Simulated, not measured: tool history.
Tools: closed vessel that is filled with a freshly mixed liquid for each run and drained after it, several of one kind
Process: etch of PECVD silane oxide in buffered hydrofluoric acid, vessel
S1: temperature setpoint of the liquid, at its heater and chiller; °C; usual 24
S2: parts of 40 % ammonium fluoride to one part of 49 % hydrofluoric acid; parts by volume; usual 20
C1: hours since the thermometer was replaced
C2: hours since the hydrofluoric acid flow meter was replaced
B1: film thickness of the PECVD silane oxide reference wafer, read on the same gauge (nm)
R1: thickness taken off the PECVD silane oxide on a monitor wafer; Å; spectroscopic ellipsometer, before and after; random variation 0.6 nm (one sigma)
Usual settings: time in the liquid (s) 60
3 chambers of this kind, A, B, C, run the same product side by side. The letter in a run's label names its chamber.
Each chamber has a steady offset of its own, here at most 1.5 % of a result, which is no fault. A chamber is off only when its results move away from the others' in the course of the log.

Run 1B, hour 8.4: usual settings; C1 1997.1; C2 797; B1 149.99. Result: R1 736.29 Å.
Run 2A, hour 14.4: usual settings; C1 875.3; C2 590.7; B1 149.95. Result: R1 747.22 Å.
Run 3C, hour 20.9: usual settings; C1 354.4; C2 1869.5; B1 150. Result: R1 720.3 Å.
Run 4B, hour 31.6: usual settings; C1 2020.3; C2 820.2; B1 149.97. Result: R1 741.41 Å.
At hour 36.2: chamber C: hydrofluoric acid flow meter replaced.
Run 5A, hour 40.3: usual settings; C1 901.2; C2 616.6; B1 150.01. Result: R1 746.31 Å.
Run 6C, hour 49.6: usual settings; C1 383.1; C2 13.5; B1 150. Result: R1 730.71 Å.
Run 7B, hour 56.8: usual settings; C1 2045.5; C2 845.4; B1 150.02. Result: R1 736.01 Å.
Run 8C, hour 65.6: usual settings; C1 399.1; C2 29.5; B1 149.97. Result: R1 732.59 Å.
Run 9A, hour 75.2: usual settings; C1 936.1; C2 651.5; B1 149.99. Result: R1 753.43 Å.
Run 10C, hour 84.8: usual settings but S2 16 parts by volume, time in the liquid (s) 90; C1 418.3; C2 48.7; B1 149.98. Result: R1 1366.2 Å.
Run 11B, hour 93.5: usual settings but S2 16 parts by volume, time in the liquid (s) 90; C1 2082.2; C2 882.1; B1 149.99. Result: R1 1394.5 Å.
Run 12A, hour 100.8: usual settings but S2 16 parts by volume, time in the liquid (s) 90; C1 961.7; C2 677.1; B1 149.99. Result: R1 1415.1 Å.
Run 13A, hour 108.2: usual settings; C1 969.1; C2 684.5; B1 149.98. Result: R1 756.22 Å.
Run 14B, hour 116.2: usual settings; C1 2104.9; C2 904.8; B1 149.99. Result: R1 749.13 Å.
Run 15C, hour 121: usual settings; C1 454.5; C2 84.9; B1 150.01. Result: R1 740.54 Å.
Run 16B, hour 129.5: usual settings but S2 24.5 parts by volume, time in the liquid (s) 45; C1 2118.2; C2 918.1; B1 149.99. Result: R1 486.6 Å.
Run 17C, hour 137.6: usual settings but S2 24.5 parts by volume, time in the liquid (s) 45; C1 471.1; C2 101.5; B1 149.99. Result: R1 479.53 Å.
Run 18A, hour 148.4: usual settings but S2 24.5 parts by volume, time in the liquid (s) 45; C1 1009.3; C2 724.7; B1 149.96. Result: R1 513.07 Å.
Run 19C, hour 153.7: usual settings; C1 487.2; C2 117.6; B1 150.02. Result: R1 727.83 Å.
At hour 159.4: chamber A: hydrofluoric acid flow meter replaced.
Run 20A, hour 164.4: usual settings; C1 1025.3; C2 5; B1 150.01. Result: R1 780.74 Å.
Run 21B, hour 172.2: usual settings; C1 2160.9; C2 960.8; B1 149.99. Result: R1 745.51 Å.
Run 22B, hour 179.3: usual settings but S1 19.5 °C, S2 16 parts by volume; C1 2168; C2 967.9; B1 150. Result: R1 721.04 Å.
Run 23C, hour 184.2: usual settings but S1 19.5 °C, S2 16 parts by volume; C1 517.7; C2 148.1; B1 150.01. Result: R1 707.68 Å.
Run 24A, hour 192.5: usual settings but S1 19.5 °C, S2 16 parts by volume; C1 1053.4; C2 33.1; B1 150.03. Result: R1 785.85 Å.
Run 25A, hour 201.1: usual settings; C1 1062; C2 41.7; B1 149.99. Result: R1 799.63 Å.
Run 26B, hour 211.3: usual settings; C1 2200; C2 999.9; B1 150.03. Result: R1 744.69 Å.
Run 27C, hour 218.5: usual settings but S1 29 °C; C1 552; C2 182.4; B1 149.98. Result: R1 971.57 Å.
Run 28A, hour 224.9: usual settings but S1 29 °C; C1 1085.8; C2 65.5; B1 150. Result: R1 1066.4 Å.
Run 29B, hour 232: usual settings but S1 29 °C; C1 2220.7; C2 1020.6; B1 149.98. Result: R1 957.44 Å.

Is one chamber off against the others, does the gauge drift, or is nothing wrong? If a chamber is off, say which, and what the likeliest cause is.

Chamber A drifts away from the others.
Cause: liquid hotter than its thermometer reads (K) = 2.03.

Here are 4 candidates for chamber A's next run, each the usual settings with a change, their results left as question marks. Which one brings its results back in line with what the others give on the usual settings?
In line means no further than this from the other chambers' mean on the usual settings: R1 21 Å
Run 30A-1, hour 239.8: usual settings but S1 24.5 °C, time in the liquid (s) 65. Result: R1 ?.
Run 30A-2, hour 239.8: usual settings but S2 16.5 parts by volume. Result: R1 ?.
Run 30A-3, hour 239.8: usual settings but S1 22.5 °C, S2 23.5 parts by volume. Result: R1 ?.
Run 30A-4, hour 239.8: usual settings but S2 21 parts by volume, time in the liquid (s) 55. Result: R1 ?.

The other chambers' mean on the usual settings: R1 735.12 Å
  run      R1
30A-1  921.42
30A-2  1000.6
30A-3  683.62
30A-4  734.04
30A-4 brings the chamber back in line.

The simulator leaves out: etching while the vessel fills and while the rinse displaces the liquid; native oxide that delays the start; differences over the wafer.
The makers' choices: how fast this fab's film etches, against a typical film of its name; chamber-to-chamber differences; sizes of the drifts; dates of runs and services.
